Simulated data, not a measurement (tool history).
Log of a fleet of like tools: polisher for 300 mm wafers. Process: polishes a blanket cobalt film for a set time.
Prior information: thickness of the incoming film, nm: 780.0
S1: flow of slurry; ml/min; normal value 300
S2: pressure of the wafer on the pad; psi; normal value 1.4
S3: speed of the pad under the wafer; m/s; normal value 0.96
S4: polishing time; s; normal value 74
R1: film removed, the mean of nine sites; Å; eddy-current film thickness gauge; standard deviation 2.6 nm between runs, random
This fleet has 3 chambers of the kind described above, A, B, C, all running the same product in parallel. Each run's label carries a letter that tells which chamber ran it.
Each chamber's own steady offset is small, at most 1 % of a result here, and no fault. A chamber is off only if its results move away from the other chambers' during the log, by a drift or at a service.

run   hour   S1   S2    S3  S4      R1
       0.4  -- chamber A: worn pad replaced by a new one
       4.7  -- chamber C: worn pad replaced by a new one
 1C    9.3  300  1.4  0.96  74  2687.4
 2B   16.7  300  1.4  0.96  74  2750.3
 3A   25.5  300  1.4  0.96  74  2753.9
 4A   33.6  300  1.4  0.96  74  2697.0
 5C   40.7  300  1.4  0.96  74  2743.7
      48.2  -- chamber B: worn pad replaced by a new one
 6B   49.7  300  1.4  0.96  74  2733.3
 7B   59.6  300  1.4  0.96  74  2776.4
 8A   70.5  300  1.4  0.96  74  2700.8
      78.1  -- chamber C: worn pad replaced by a new one
      79.3  -- chamber A: worn pad replaced by a new one
 9C   80.8  300  1.4  0.96  74  2715.9
10B   93.4  300  1.4  0.96  74  2746.6
      96.3  -- chamber C: slurry nozzle cleaned
11C  102.6  300  1.4  0.96  74  2732.7
12A  112.4  300  1.4  0.96  74  2711.7
13C  120.0  300  1.4  0.96  74  2716.0
14A  129.2  300  1.4  0.96  74  2731.2
15B  137.5  300  1.4  0.96  74  2761.4
     141.5  -- chamber B: worn pad replaced by a new one
16C  145.8  300  1.4  0.96  74  2724.8
17B  158.2  300  1.2  0.96  74  2318.6
     159.6  -- chamber A: worn pad replaced by a new one
18A  164.4  300  1.2  0.96  74  2355.1
     168.8  -- chamber C: worn pad replaced by a new one
19C  172.5  300  1.2  0.96  74  2352.4
     173.9  -- chamber B: slurry nozzle cleaned
20A  182.3  300  1.4  0.96  74  2697.0
21B  195.7  300  1.4  0.96  74  2662.2
22B  201.8  300  1.4  0.96  74  2627.6
23C  212.8  300  1.4  0.96  74  2754.3
24A  223.3  300  1.4  0.74  74  2111.5
     229.5  -- chamber B: worn pad replaced by a new one
     231.2  -- chamber A: worn pad replaced by a new one
25C  236.5  300  1.4  0.74  74  2110.5
     242.5  -- chamber C: worn pad replaced by a new one
     243.4  -- chamber A: slurry nozzle cleaned
26B  248.3  300  1.4  0.74  74  2019.4
27A  260.7  300  1.4  0.96  74  2726.2
28B  272.0  300  1.4  0.96  74  2593.0
29A  286.1  300  1.4  0.96  74  2744.1
30C  292.3  300  1.0  0.96  74  1967.1
31A  304.4  300  1.0  0.96  74  1973.2
     312.7  -- chamber A: worn pad replaced by a new one
     314.8  -- chamber B: worn pad replaced by a new one
32C  317.6  300  1.0  0.96  74  1972.2
     324.4  -- chamber C: worn pad replaced by a new one
33B  331.6  300  1.4  0.96  74  2582.0
34B  344.3  300  1.4  0.96  74  2590.1
35C  353.9  300  1.4  0.96  74  2715.1
36A  362.0  300  1.4  0.96  74  2694.5
37A  368.8  300  1.4  0.96  74  2722.9
38B  379.6  300  1.6  0.96  74  2873.9
     383.5  -- chamber A: worn pad replaced by a new one
39C  386.7  300  1.6  0.96  74  3118.8
40A  395.1  300  1.6  0.96  74  3125.7

Read the log: is a single chamber off, either drifting away or since a service, is the gauge that measures every chamber drifting, or is nothing wrong beyond small per-chamber offsets? Name any odd chamber and what most likely caused it.

It is chamber B that slowly wanders off from its peers.
Cause: head's pressure below its setpoint, % = 9.1.

Which of the 4 candidates below, each the usual settings with something changed and its results left as question marks, puts chamber B back in line with what the other chambers give on the usual settings?
Maximum distance from the other chambers' mean on the usual settings for a result to count as in line: R1 91.0 Å
41B-1  405.3  210  1.4  0.96  74   ?
41B-2  405.3  300  1.4  0.88  74   ?
41B-3  405.3  300  1.4  0.98  74   ?
41B-4  405.3  300  1.4  1.00  77   ?

The other chambers' mean on the usual settings: R1 2732.4 Å
  run      R1
41B-1  2408.1
41B-2  2292.7
41B-3  2555.4
41B-4  2713.7
The right change is 41B-4: it brings the chamber back within the allowed miss of the others.
